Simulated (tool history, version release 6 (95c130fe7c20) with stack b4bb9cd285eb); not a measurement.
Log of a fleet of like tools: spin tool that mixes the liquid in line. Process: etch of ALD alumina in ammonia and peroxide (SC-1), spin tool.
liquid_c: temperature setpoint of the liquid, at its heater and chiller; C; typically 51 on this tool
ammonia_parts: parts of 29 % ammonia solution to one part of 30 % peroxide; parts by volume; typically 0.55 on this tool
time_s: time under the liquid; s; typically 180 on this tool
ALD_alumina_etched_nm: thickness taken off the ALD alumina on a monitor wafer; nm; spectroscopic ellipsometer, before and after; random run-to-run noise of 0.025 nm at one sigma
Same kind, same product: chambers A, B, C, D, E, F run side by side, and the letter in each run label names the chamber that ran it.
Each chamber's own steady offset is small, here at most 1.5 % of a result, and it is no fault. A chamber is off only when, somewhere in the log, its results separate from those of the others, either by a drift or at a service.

run	day	liquid_c	ammonia_parts	time_s	hours since the thermometer was replaced	hours since the ammonia flow meter was replaced	hours since the heated supply line was repaired	hours since the drum of ammonia solution was connected	read-back film thickness of the ALD alumina reference wafer, read on the same gauge (nm)	ALD_alumina_etched_nm
# day 0.067: chamber C: ammonia flow meter replaced
1D	0.238	51	0.55	180	544.8	621.1	1101.8	870.8	140.01	7.8718
2C	0.588	51	0.55	180	315.2	12.6	2526.1	428.5	139.99	7.7621
3A	0.979	51	0.55	180	302.5	42.2	1736.7	777.5	139.99	7.8626
4E	1.296	51	0.55	180	721	1831.5	171.3	259.3	139.99	7.8154
5B	1.579	51	0.55	180	236.3	1238.9	700.5	299	140.01	7.8653
6F	1.838	51	0.55	180	373.2	313.5	941.5	136	140	7.7382
7D	2.062	51	0.55	180	588.6	664.9	1145.6	914.6	140.01	7.8287
8F	2.538	51	0.55	180	390	330.3	958.3	152.8	140.03	7.7296
9A	3.012	51	0.55	180	351.3	91	1785.5	826.3	139.98	7.8495
10B	3.408	51	0.55	180	280.2	1282.8	744.4	342.9	140.02	7.8855
11E	3.629	51	0.55	180	777	1887.5	227.3	315.3	140.01	7.9057
# day 3.871: chamber C: new drum of ammonia solution connected
12C	4.017	51	0.55	180	397.5	94.9	2608.4	3.6	139.97	7.7768
13C	4.346	51	0.55	180	405.4	102.8	2616.3	11.5	139.99	7.8185
14F	4.683	51	0.45	180	441.5	381.8	1009.8	204.3	139.99	7.6375
15A	4.979	51	0.45	180	398.5	138.2	1832.7	873.5	139.98	7.6871
16E	5.221	51	0.45	180	815.2	1925.7	265.5	353.5	140.04	7.8087
17D	5.612	51	0.45	180	673.8	750.1	1230.8	999.8	140	7.7181
18B	5.921	51	0.45	180	340.5	1343.1	804.7	403.2	139.99	7.687
# day 6.242: chamber D: new drum of ammonia solution connected
19C	6.288	51	0.45	180	452	149.4	2662.9	58.1	140	7.6917
# day 6.562: chamber F: new drum of ammonia solution connected
20F	6.775	47	0.55	255	491.7	432	1060	5.1	139.98	8.8315
# day 6.921: chamber C: heated supply line repaired
# day 7.108: chamber A: new drum of ammonia solution connected
21B	7.258	47	0.55	255	372.6	1375.2	836.8	435.3	139.96	8.9348
22A	7.683	47	0.55	255	463.4	203.1	1897.6	13.9	140	8.9206
23E	7.967	47	0.55	255	881.1	1991.6	331.4	419.4	139.98	9.1997
24D	8.217	47	0.55	255	736.3	812.6	1293.3	47.5	139.98	8.9443
# day 8.375: chamber E: new drum of ammonia solution connected
25E	8.646	47	0.55	255	897.4	2007.9	347.7	6.5	140.01	9.1934
26C	8.925	51	0.55	180	515.3	212.7	48.1	121.4	139.97	7.8075
27F	9.175	51	0.55	180	549.3	489.6	1117.6	62.7	140.01	7.8218
28A	9.421	51	0.55	180	505.1	244.8	1939.3	55.6	140.01	7.7917
29D	9.904	51	0.55	180	776.8	853.1	1333.8	88	139.99	7.8277
30B	10.242	51	0.55	180	444.2	1446.8	908.4	506.9	139.99	7.8635
31D	10.479	51	0.55	180	790.6	866.9	1347.6	101.8	139.99	7.8755
32E	10.846	51	0.55	180	950.2	2060.7	400.5	59.3	139.99	8.1715
33C	11.142	51	0.55	180	568.5	265.9	101.3	174.6	139.99	7.8145
# day 11.533: chamber B: thermometer replaced
34A	11.567	51	0.55	180	556.6	296.3	1990.8	107.1	140.05	7.8818
35B	12.021	51	0.55	180	11.7	1489.5	951.1	549.6	139.96	7.8526
36F	12.446	51	0.55	180	627.8	568.1	1196.1	141.2	140	7.7915
37E	12.75	45	0.65	180	995.9	2106.4	446.2	105	140.04	5.9811
38C	13.062	45	0.65	180	614.6	312	147.4	220.7	140.03	5.6826
39B	13.325	45	0.65	180	43	1520.8	982.4	580.9	140.02	5.6884

What goes on in this fleet: one chamber off, a drifting gauge, or nothing beyond the chambers' own small offsets? Name the chamber and the cause, if any.

It is chamber E that slowly wanders off from its peers.
Cause: liquid hotter than its thermometer reads (K) = 0.808.

Here are 4 candidates for chamber E's next run, each the usual settings with a change, their results left as question marks. Which one brings its results back in line with what the others give on the usual settings?
In-line tolerance around the mean of the other chambers on the usual settings: ALD_alumina_etched_nm 0.089 nm
40E-1	13.679	51.5	0.55	190						?
40E-2	13.679	52	0.55	180						?
40E-3	13.679	50	0.55	180						?
40E-4	13.679	49.5	0.55	180						?

Average result of the remaining chambers running the usual settings: ALD_alumina_etched_nm 7.8373 nm
run	ALD_alumina_etched_nm
40E-1	8.9497
40E-2	8.7109
40E-3	7.814
40E-4	7.6028
40E-3 is the one that brings the chamber's results back in line with the other chambers.

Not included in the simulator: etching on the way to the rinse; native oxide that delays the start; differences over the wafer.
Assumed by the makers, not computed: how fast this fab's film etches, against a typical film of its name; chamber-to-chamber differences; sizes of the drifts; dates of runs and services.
